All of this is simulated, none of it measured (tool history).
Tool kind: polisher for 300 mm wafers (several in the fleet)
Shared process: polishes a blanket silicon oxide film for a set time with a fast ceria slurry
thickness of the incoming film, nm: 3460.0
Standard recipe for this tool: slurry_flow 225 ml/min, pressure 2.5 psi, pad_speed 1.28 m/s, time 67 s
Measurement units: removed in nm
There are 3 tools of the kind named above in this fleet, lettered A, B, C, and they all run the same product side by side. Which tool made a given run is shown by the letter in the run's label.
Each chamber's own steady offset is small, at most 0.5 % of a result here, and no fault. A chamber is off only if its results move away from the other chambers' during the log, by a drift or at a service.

run   hour  slurry_flow  pressure  pad_speed  time  wafers polished on this pad  hours since the slurry nozzle was cleaned  hours since the head pressure was calibrated  removed
       6.4  -- chamber C: worn pad replaced by a new one
 1B    6.9          225       2.5       1.28    67                          358                                      256.6                                        1477.1  1020.10
 2A   12.1          225       2.5       1.28    67                          749                                      602.2                                         174.5  1051.10
      18.5  -- chamber A: worn pad replaced by a new one
 3C   20.0          225       2.5       1.28    67                          126                                      105.8                                         361.0  1040.70
 4A   30.4          225       2.5       1.28    67                          110                                      620.5                                         192.8  1048.80
 5B   40.6          225       2.5       1.28    67                          671                                      290.3                                        1510.8  1017.30
      44.2  -- chamber B: head pressure recalibrated
 6C   45.1          225       2.5       1.28    67                          359                                      130.9                                         386.1  1035.10
 7A   51.1          225       2.5       1.28    67                          302                                      641.2                                         213.5  1042.30
 8B   59.2          225       2.5       1.28    67                          843                                      308.9                                          15.0  1032.30
 9C   67.6          225       2.5       0.98    74                          568                                      153.4                                         408.6   866.52
10C   73.2          225       2.5       0.98    74                          620                                      159.0                                         414.2   891.03
11B   81.2          225       2.5       0.98    74                         1047                                      330.9                                          37.0   855.56
12A   88.5          225       2.5       1.58    67                          649                                      678.6                                         250.9  1278.00
13C   95.8          225       2.5       1.58    67                          829                                      181.6                                         436.8  1270.30
      98.1  -- chamber A: worn pad replaced by a new one
14B  102.9          225       2.5       1.58    67                         1249                                      352.6                                          58.7  1238.00
15A  110.3          225       2.5       1.28    67                          113                                      700.4                                         272.7  1034.70
16B  118.0          225       2.1       1.28    67                         1389                                      367.7                                          73.8   837.84
     123.7  -- chamber B: slurry nozzle cleaned
17C  124.2          225       2.1       1.28    67                         1093                                      210.0                                         465.2   889.13
18A  130.7          225       2.1       1.28    67                          302                                      720.8                                         293.1   874.81
19C  136.0          225       2.5       1.28    67                         1202                                      221.8                                         477.0  1056.20
20B  142.8          225       2.5       1.28    67                         1619                                       19.2                                          98.6   973.23
21A  152.7          225       2.5       1.28    67                          507                                      742.8                                         315.1  1031.40
     156.6  -- chamber C: worn pad replaced by a new one
22A  159.4          225       2.5       1.28    67                          569                                      749.5                                         321.8  1040.20
23B  164.7          225       2.5       1.28    67                         1822                                       41.1                                         120.5   955.88
     171.5  -- chamber A: worn pad replaced by a new one
24C  174.9          225       2.5       1.28    67                          170                                      260.7                                         515.9  1052.40
25C  182.2          225       2.5       1.28    67                          238                                      268.0                                         523.2  1052.10
26A  188.0          225       2.5       1.28    67                          153                                      778.1                                         350.4  1039.90
27B  196.4          225       2.5       1.28    67                         2116                                       72.8                                         152.2   937.14

Predict what each chamber gives when all 3 of them run the settings below next.
28A  203.8          225       2.8       1.28    67                                                                                                                              ?
28B  203.8          225       2.8       1.28    67                                                                                                                              ?
28C  203.8          225       2.8       1.28    67                                                                                                                              ?

run  removed
28A  1150.50
28B  1043.20
28C  1139.90
